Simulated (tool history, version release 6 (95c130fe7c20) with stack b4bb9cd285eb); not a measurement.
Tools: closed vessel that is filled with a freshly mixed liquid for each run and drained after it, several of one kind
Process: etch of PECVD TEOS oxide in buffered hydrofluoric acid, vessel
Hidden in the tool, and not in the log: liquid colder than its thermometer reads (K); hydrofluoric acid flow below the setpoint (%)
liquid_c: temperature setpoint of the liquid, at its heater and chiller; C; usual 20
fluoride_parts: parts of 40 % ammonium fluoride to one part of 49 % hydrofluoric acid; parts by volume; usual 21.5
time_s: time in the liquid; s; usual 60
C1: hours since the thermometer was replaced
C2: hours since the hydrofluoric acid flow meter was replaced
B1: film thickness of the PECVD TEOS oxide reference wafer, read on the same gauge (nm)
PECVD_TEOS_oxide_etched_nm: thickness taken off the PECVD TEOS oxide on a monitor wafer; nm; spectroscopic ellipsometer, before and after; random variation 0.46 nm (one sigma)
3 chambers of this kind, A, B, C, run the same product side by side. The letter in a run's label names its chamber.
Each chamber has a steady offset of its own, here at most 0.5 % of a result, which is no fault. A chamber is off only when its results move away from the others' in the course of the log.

run 1C day=0.575 | liquid_c=20 fluoride_parts=21.5 time_s=60 | C1=2235.5 C2=1023.8 | B1=130 | PECVD_TEOS_oxide_etched_nm=48.223
run 2B day=1.088 | liquid_c=20 fluoride_parts=21.5 time_s=60 | C1=712.2 C2=249.2 | B1=130.05 | PECVD_TEOS_oxide_etched_nm=49.234
run 3A day=1.625 | liquid_c=20 fluoride_parts=21.5 time_s=60 | C1=949.7 C2=122.3 | B1=130 | PECVD_TEOS_oxide_etched_nm=48.605
run 4B day=2.162 | liquid_c=20 fluoride_parts=21.5 time_s=60 | C1=738 C2=275 | B1=130.03 | PECVD_TEOS_oxide_etched_nm=48.031
run 5C day=2.754 | liquid_c=20 fluoride_parts=21.5 time_s=60 | C1=2287.8 C2=1076.1 | B1=130.06 | PECVD_TEOS_oxide_etched_nm=47.725
run 6A day=3.283 | liquid_c=20 fluoride_parts=21.5 time_s=60 | C1=989.5 C2=162.1 | B1=129.98 | PECVD_TEOS_oxide_etched_nm=48.547
run 7C day=3.704 | liquid_c=20 fluoride_parts=21.5 time_s=60 | C1=2310.6 C2=1098.9 | B1=129.99 | PECVD_TEOS_oxide_etched_nm=48.415
run 8B day=4.179 | liquid_c=20 fluoride_parts=21.5 time_s=60 | C1=786.4 C2=323.4 | B1=130.05 | PECVD_TEOS_oxide_etched_nm=47.596
run 9A day=4.692 | liquid_c=20 fluoride_parts=21.5 time_s=60 | C1=1023.3 C2=195.9 | B1=129.99 | PECVD_TEOS_oxide_etched_nm=47.967
run 10C day=5.238 | liquid_c=20 fluoride_parts=21.5 time_s=60 | C1=2347.4 C2=1135.7 | B1=129.99 | PECVD_TEOS_oxide_etched_nm=47.845
-- day=5.408 chamber C: hydrofluoric acid flow meter replaced
run 11B day=5.771 | liquid_c=20 fluoride_parts=21.5 time_s=60 | C1=824.6 C2=361.6 | B1=130.01 | PECVD_TEOS_oxide_etched_nm=47.418
run 12A day=6.338 | liquid_c=20 fluoride_parts=21.5 time_s=60 | C1=1062.8 C2=235.4 | B1=129.99 | PECVD_TEOS_oxide_etched_nm=47.999
run 13A day=6.788 | liquid_c=20 fluoride_parts=21.5 time_s=60 | C1=1073.6 C2=246.2 | B1=129.98 | PECVD_TEOS_oxide_etched_nm=47.821
run 14B day=7.404 | liquid_c=20 fluoride_parts=21.5 time_s=60 | C1=863.8 C2=400.8 | B1=129.96 | PECVD_TEOS_oxide_etched_nm=47.052
run 15C day=8.054 | liquid_c=20 fluoride_parts=21.5 time_s=60 | C1=2415 C2=63.6 | B1=130.04 | PECVD_TEOS_oxide_etched_nm=48.638
run 16A day=8.529 | liquid_c=22 fluoride_parts=14.5 time_s=60 | C1=1115.4 C2=288 | B1=130.03 | PECVD_TEOS_oxide_etched_nm=78.863
run 17C day=9.108 | liquid_c=22 fluoride_parts=14.5 time_s=60 | C1=2440.3 C2=88.9 | B1=129.99 | PECVD_TEOS_oxide_etched_nm=77.159
run 18B day=9.696 | liquid_c=22 fluoride_parts=14.5 time_s=60 | C1=918.8 C2=455.8 | B1=130.01 | PECVD_TEOS_oxide_etched_nm=73.866
run 19C day=10.05 | liquid_c=20 fluoride_parts=17.5 time_s=30 | C1=2462.9 C2=111.5 | B1=130.02 | PECVD_TEOS_oxide_etched_nm=29.504
run 20B day=10.538 | liquid_c=20 fluoride_parts=17.5 time_s=30 | C1=939 C2=476 | B1=129.99 | PECVD_TEOS_oxide_etched_nm=27.52
run 21A day=10.846 | liquid_c=20 fluoride_parts=17.5 time_s=30 | C1=1171 C2=343.6 | B1=130 | PECVD_TEOS_oxide_etched_nm=28.946
run 22C day=11.329 | liquid_c=20 fluoride_parts=21.5 time_s=60 | C1=2493.6 C2=142.2 | B1=130 | PECVD_TEOS_oxide_etched_nm=49.134
run 23B day=11.938 | liquid_c=20 fluoride_parts=21.5 time_s=60 | C1=972.6 C2=509.6 | B1=129.95 | PECVD_TEOS_oxide_etched_nm=46.106
run 24A day=12.533 | liquid_c=20 fluoride_parts=16.5 time_s=60 | C1=1211.5 C2=384.1 | B1=130 | PECVD_TEOS_oxide_etched_nm=61.318
run 25A day=12.842 | liquid_c=20 fluoride_parts=16.5 time_s=60 | C1=1218.9 C2=391.5 | B1=129.96 | PECVD_TEOS_oxide_etched_nm=61.763
run 26C day=13.15 | liquid_c=20 fluoride_parts=16.5 time_s=60 | C1=2537.3 C2=185.9 | B1=130.04 | PECVD_TEOS_oxide_etched_nm=62.016
run 27B day=13.671 | liquid_c=20 fluoride_parts=16.5 time_s=60 | C1=1014.2 C2=551.2 | B1=130.03 | PECVD_TEOS_oxide_etched_nm=55.28
run 28C day=14.238 | liquid_c=20 fluoride_parts=16.5 time_s=60 | C1=2563.4 C2=212 | B1=130 | PECVD_TEOS_oxide_etched_nm=61.892
run 29A day=14.754 | liquid_c=20 fluoride_parts=16.5 time_s=60 | C1=1264.8 C2=437.4 | B1=130.04 | PECVD_TEOS_oxide_etched_nm=61.192
run 30B day=15.083 | liquid_c=20 fluoride_parts=21.5 time_s=60 | C1=1048.1 C2=585.1 | B1=129.99 | PECVD_TEOS_oxide_etched_nm=45.146
run 31A day=15.425 | liquid_c=17.5 fluoride_parts=21.5 time_s=60 | C1=1280.9 C2=453.5 | B1=129.98 | PECVD_TEOS_oxide_etched_nm=41.663
run 32C day=15.775 | liquid_c=17.5 fluoride_parts=21.5 time_s=60 | C1=2600.3 C2=248.9 | B1=130.02 | PECVD_TEOS_oxide_etched_nm=42.355
run 33B day=16.208 | liquid_c=17.5 fluoride_parts=21.5 time_s=60 | C1=1075.1 C2=612.1 | B1=130 | PECVD_TEOS_oxide_etched_nm=39.481
run 34C day=16.788 | liquid_c=20 fluoride_parts=21.5 time_s=60 | C1=2624.6 C2=273.2 | B1=130 | PECVD_TEOS_oxide_etched_nm=48.384

Next, every chamber runs the same settings. What will each give?
run 35A day=17.262 | liquid_c=20 fluoride_parts=21.5 time_s=60 | PECVD_TEOS_oxide_etched_nm=?
run 35B day=17.262 | liquid_c=20 fluoride_parts=21.5 time_s=60 | PECVD_TEOS_oxide_etched_nm=?
run 35C day=17.262 | liquid_c=20 fluoride_parts=21.5 time_s=60 | PECVD_TEOS_oxide_etched_nm=?

run=35A PECVD_TEOS_oxide_etched_nm=49.362
run=35B PECVD_TEOS_oxide_etched_nm=44.567
run=35C PECVD_TEOS_oxide_etched_nm=47.897
